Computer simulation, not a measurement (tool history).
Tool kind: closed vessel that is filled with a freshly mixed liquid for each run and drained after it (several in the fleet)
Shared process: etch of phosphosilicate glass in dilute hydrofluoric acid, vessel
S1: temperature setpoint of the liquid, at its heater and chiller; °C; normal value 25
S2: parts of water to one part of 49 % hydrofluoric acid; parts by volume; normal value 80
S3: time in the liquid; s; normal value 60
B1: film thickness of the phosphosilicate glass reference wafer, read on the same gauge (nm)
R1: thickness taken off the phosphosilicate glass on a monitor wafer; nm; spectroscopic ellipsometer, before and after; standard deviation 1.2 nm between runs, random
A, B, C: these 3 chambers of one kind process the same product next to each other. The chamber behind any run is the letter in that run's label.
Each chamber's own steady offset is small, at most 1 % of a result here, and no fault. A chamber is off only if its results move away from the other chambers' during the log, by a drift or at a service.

run   hour    S1   S2  S3      B1      R1
 1A    6.5    25   80  60  89.975  159.94
 2C   14.3    25   80  60  89.983  163.53
 3B   19.2    25   80  60  89.968  160.86
 4C     24    25   80  60  90.027   159.5
 5B   30.5    25   80  60  89.985  159.78
 6A   38.7    25   80  60  90.006  157.18
 7A   45.1    28   80  60  89.991  177.18
 8C   52.2    28   80  60   90.02     178
 9B     61    28   80  60  89.983  178.72
10C   69.7    25   80  60  90.011  159.51
11A   78.4    25   80  60   90.01  158.47
12B   88.1    25   80  60  89.978  156.53
13B     94    25   80  60  90.036   154.9
14C  102.4    25   80  60  90.035  162.95
15A  108.1    25   80  60  90.045  157.26
16A  113.2  22.5   45  60  90.021  272.37
17C  119.5  22.5   45  60  90.011  273.55
18B  127.1  22.5   45  60  90.016  249.77
19B  136.7  29.5  110  60  89.996  127.07
20A  146.3  29.5  110  60  90.007  129.97

For the next run the whole fleet of 3 chambers uses the same settings. Give each chamber's results:
21A  153.5  25  80  60       ?
21B  153.5  25  80  60       ?
21C  153.5  25  80  60       ?

run      R1
21A  158.09
21B  148.36
21C  157.43
